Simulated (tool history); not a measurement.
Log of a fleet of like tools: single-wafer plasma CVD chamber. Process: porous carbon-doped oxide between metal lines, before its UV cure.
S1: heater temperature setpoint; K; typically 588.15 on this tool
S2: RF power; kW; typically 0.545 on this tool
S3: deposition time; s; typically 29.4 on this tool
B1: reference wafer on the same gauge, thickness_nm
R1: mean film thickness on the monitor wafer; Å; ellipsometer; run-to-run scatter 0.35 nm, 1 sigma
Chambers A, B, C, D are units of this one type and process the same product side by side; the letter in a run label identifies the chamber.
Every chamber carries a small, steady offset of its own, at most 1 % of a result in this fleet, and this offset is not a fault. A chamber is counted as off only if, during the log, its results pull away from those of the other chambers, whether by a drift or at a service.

run,hour,S1,S2,S3,B1,R1
# hour 3.7: chamber C: thermocouple changed; heater temperature recalibrated
1C,5.5,588.15,0.545,29.4,173.03,1548.2
2A,10,588.15,0.545,29.4,172.99,1568
# hour 10.8: chamber C: RF generator calibrated
3D,14.6,588.15,0.545,29.4,172.96,1548.4
4B,18.2,588.15,0.545,29.4,172.9,1560.7
5C,24,588.15,0.545,29.4,172.97,1554.9
6A,27,588.15,0.545,29.4,173.03,1563.6
7D,33.3,588.15,0.545,29.4,173.02,1550.8
8B,38.1,588.15,0.545,29.4,173.07,1556.7
9D,43.2,588.15,0.545,29.4,172.97,1563.3
10A,48.4,588.15,0.545,34.7,173.04,1838.9
11C,53.9,588.15,0.545,34.7,173.01,1822.2
12B,57.8,588.15,0.545,34.7,173.01,1827.7
13D,61.9,588.15,0.545,34.7,173.1,1828.1
14B,67.4,588.15,0.545,29.4,173.01,1563.6
15A,71.9,588.15,0.485,29.4,173.03,1453
16C,76.3,588.15,0.485,29.4,172.9,1437.7
17D,81.3,588.15,0.485,29.4,172.96,1437.5
18C,86,588.15,0.485,29.4,173.01,1439
19B,90.6,588.15,0.545,29.4,172.99,1555
20A,94.9,588.15,0.475,24.8,172.91,1209.4
21B,101.1,588.15,0.475,24.8,173.07,1203.4
22D,106.7,588.15,0.475,24.8,173.11,1192.1
23C,113.4,588.15,0.475,24.8,172.93,1198
24A,119.5,588.15,0.545,29.4,172.99,1561.4
25A,124.3,588.15,0.545,29.4,172.97,1561
26B,129.9,588.15,0.545,29.4,172.97,1555.5
27C,134,588.15,0.545,29.4,173.05,1556.3
28D,139.2,588.15,0.545,29.4,172.98,1527.5
29B,143.9,588.15,0.545,29.4,173,1556
30A,148,588.15,0.545,29.4,173.09,1563.6
31D,152.1,588.15,0.545,29.4,172.96,1526.3
32C,157.1,588.15,0.545,29.4,173.03,1555.7

Does one chamber stand apart from the rest, does the shared gauge drift, or is all well apart from small per-chamber offsets? Give the chamber and the most likely cause, where there is one.

Little by little, chamber D moves away from the other chambers.
Most likely cause: wafer temperature above the value expected at the setpoint (K) = 4.59.
From this log alone, it may not be told apart from: delivered RF power below the setpoint (%).

Below are 4 candidate recipes for chamber D's next run, each the usual settings with a change, their results shown as question marks. Which of them brings D's results back in line with what the other chambers give on the usual settings?
Allowed miss from the other chambers' usual-settings mean, per result, to count as in line: R1 12 Å
33D-1,161.9,589.15,0.545,28.8,,?
33D-2,161.9,588.15,0.55,29.9,,?
33D-3,161.9,588.15,0.535,29.4,,?
33D-4,161.9,588.15,0.545,29.7,,?

Average result of the remaining chambers running the usual settings: R1 1558 Å
run,R1
33D-1,1484.1
33D-2,1556.1
33D-3,1503
33D-4,1536.7
Change 33D-2 lands the chamber within the allowed miss of the other chambers.
